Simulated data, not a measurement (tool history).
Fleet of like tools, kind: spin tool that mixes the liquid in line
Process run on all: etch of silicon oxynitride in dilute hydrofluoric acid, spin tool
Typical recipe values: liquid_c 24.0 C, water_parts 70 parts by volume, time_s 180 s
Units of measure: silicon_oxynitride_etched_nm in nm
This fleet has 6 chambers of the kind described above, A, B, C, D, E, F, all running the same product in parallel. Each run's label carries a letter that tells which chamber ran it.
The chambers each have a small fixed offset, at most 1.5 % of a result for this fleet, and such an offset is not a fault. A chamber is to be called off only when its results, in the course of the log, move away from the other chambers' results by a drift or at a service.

run	hour	liquid_c	water_parts	time_s	read-back film thickness of the silicon oxynitride reference wafer, read on the same gauge (nm)	silicon_oxynitride_etched_nm
1E	4.1	24.0	70	180	99.967	3.8125
2A	7.0	24.0	70	180	100.010	3.8573
3C	13.4	24.0	70	180	99.993	3.8217
4F	17.1	24.0	70	180	99.992	3.8169
5B	20.4	24.0	70	180	100.040	3.7740
6D	23.9	24.0	70	180	99.978	3.7823
7C	28.1	24.0	70	180	100.020	3.7835
8A	34.7	24.0	70	180	99.966	3.8471
9B	39.9	24.0	70	180	99.999	3.7201
10F	46.4	24.0	70	180	100.010	3.8231
11E	51.4	24.0	70	180	99.996	3.8504
12D	57.9	24.0	70	180	100.020	3.8144
13B	62.5	24.0	70	180	100.040	3.6930
14A	67.0	24.0	70	180	100.020	3.8343
15C	71.7	24.0	70	180	99.986	3.8587
16D	76.8	24.0	55	180	99.994	4.9067
17F	83.2	24.0	55	180	99.974	4.9457
18E	89.1	24.0	55	180	100.020	4.9002
19B	93.3	24.0	55	180	99.990	4.7330
20D	97.0	24.0	55	180	100.010	4.9364
21F	102.3	24.0	55	180	99.967	4.8744
22E	107.5	24.0	70	180	100.020	3.7595
23A	111.9	24.0	70	180	100.020	3.7911
24C	116.8	24.0	70	180	99.981	3.8020
25D	121.9	24.0	70	180	99.985	3.8165
26C	126.9	24.0	70	180	100.030	3.8360
# hour 130.2: chamber E: hydrofluoric acid flow meter replaced
27A	131.7	24.0	70	180	100.010	3.8544
28E	136.6	24.0	70	180	100.030	3.8032
29B	139.9	24.0	70	180	99.967	3.6066
30F	144.9	24.0	70	180	99.978	3.8298
31F	151.1	24.0	70	180	100.040	3.8024
32D	155.2	24.0	70	180	99.962	3.7809
33E	159.9	24.0	70	180	99.986	3.8205
34C	163.9	24.0	70	180	99.986	3.7981
35B	167.6	19.5	40	180	99.979	5.0805
36A	171.2	19.5	40	180	99.989	5.4929

Next, all 6 chambers run the settings below, one line each with question marks for the results. What does each chamber give?
37A	175.9	24.0	70	180		?
37B	175.9	24.0	70	180		?
37C	175.9	24.0	70	180		?
37D	175.9	24.0	70	180		?
37E	175.9	24.0	70	180		?
37F	175.9	24.0	70	180		?

run	silicon_oxynitride_etched_nm
37A	3.8340
37B	3.6134
37C	3.7597
37D	3.8049
37E	3.7391
37F	3.8616

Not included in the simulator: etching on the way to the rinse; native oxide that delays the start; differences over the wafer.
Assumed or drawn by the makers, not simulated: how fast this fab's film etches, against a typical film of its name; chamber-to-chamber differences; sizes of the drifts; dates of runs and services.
